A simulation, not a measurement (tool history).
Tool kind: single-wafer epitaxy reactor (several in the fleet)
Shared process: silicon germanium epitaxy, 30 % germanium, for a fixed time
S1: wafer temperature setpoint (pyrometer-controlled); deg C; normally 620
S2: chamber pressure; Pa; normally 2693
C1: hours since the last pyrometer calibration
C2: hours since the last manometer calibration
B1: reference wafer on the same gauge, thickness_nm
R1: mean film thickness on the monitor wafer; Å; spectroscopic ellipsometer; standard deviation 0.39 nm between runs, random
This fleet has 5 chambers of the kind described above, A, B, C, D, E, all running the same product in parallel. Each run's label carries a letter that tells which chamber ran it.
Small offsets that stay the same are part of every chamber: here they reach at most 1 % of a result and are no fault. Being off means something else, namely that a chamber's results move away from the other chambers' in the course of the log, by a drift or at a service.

run     day   S1    S2      C1      C2      B1      R1
 1E   0.438  620  2693  1828.2  1363.1  84.632  851.92
 2D   0.738  620  2693  2528.1   637.7  84.645  847.27
      0.933  -- chamber D: pyrometer calibrated
 3B   1.104  620  2693   529.9   172.7   84.69  844.54
      1.221  -- chamber E: pyrometer calibrated
 4C   1.479  620  2693   712.2   883.4   84.69  851.18
 5A   1.954  620  2413  1880.4  1980.2  84.577  821.92
 6D   2.488  620  2413    37.4   679.7  84.735  808.64
 7C   2.896  620  2413   746.2   917.4  84.546  813.37
 8E   3.321  620  2413    50.4  1432.3  84.677  808.62
 9A   3.612  620  2413  1920.2    2020  84.574  822.44
10B   4.038  620  2693   600.3   243.1  84.552  837.15
11D   4.592  620  2693    87.9   730.2  84.589  837.85
12C   5.171  620  2693   800.8     972  84.695  851.84
13E    5.75  620  2693   108.7  1490.6  84.636  844.61
14B   6.229  620  2693   652.9   295.7  84.572  842.17
15A   6.796  620  2693  1996.6  2096.4  84.615  849.25
16D   7.083  620  2693   147.7     790  84.584  845.06
17E   7.554  615  2693     152  1533.9  84.575  779.08
      7.871  -- chamber A: pyrometer calibrated
18B   7.992  615  2693   695.2     338  84.693  772.76
19A   8.583  615  2693    17.2  2139.3  84.571  777.05
20C   8.912  615  2693   890.6  1061.8  84.578  771.85
21C   9.367  615  2693   901.5  1072.7  84.603  777.11
22A   9.683  620  2693    43.6  2165.7  84.615  845.94
23B  10.225  620  2693   748.8   391.6  84.617  837.38
24E  10.658  620  2693   226.5  1608.4  84.586  847.85
25D  11.221  620  2693     247   889.3  84.447  834.45
26A    11.5  620  2693    87.2  2209.3   84.56   847.6
27E  11.988  620  2693   258.4  1640.3  84.648  848.02
28B  12.583  620  2693   805.4   448.2  84.608  839.64
29D  13.042  620  2693   290.7     933  84.594  844.99
30C  13.479  620  2693  1000.2  1171.4  84.651  850.71
31A  13.975  620  2693   146.6  2268.7  84.615  839.95
32B  14.388  620  2693   848.7   491.5  84.651  841.16
33C    14.8  620  2693  1031.9  1203.1  84.552  848.51
34E  15.162  620  2693   334.6  1716.5  84.596   843.7
35D  15.583  620  2693   351.7     994  84.568  842.46
36B  15.842  630  2200   883.6   526.4  84.612  925.63
37E  16.371  630  2200   363.6  1745.5  84.567   920.2
38C  16.821  630  2200  1080.4  1251.6  84.434  927.58
39D  17.325  630  2200   393.5  1035.8  84.666  918.17
40A  17.733  630  2200   236.8  2358.9  84.515  909.06

Is one chamber off against the others, does the gauge drift, or is nothing wrong? If a chamber is off, say which, and what the likeliest cause is.

Little by little, chamber A moves away from the other chambers.
Cause: true pressure below the setpoint (%) = 7.56.

Chamber A could run next with any of the 4 candidate recipes listed below; each alters the usual settings, and their results appear as question marks. Which one brings its results back in line with what the other chambers deliver on the usual settings?
In-line tolerance around the mean of the other chambers on the usual settings: R1 14 Å
41A-1  18.162  617  2653               ?
41A-2  18.162  621  2706               ?
41A-3  18.162  623  2693               ?
41A-4  18.162  620  2546               ?

On the usual settings, the other chambers give on average: R1 844.56 Å
  run      R1
41A-1  780.35
41A-2  842.63
41A-3  870.28
41A-4  808.59
41A-2 puts the chamber back in line with the other chambers.
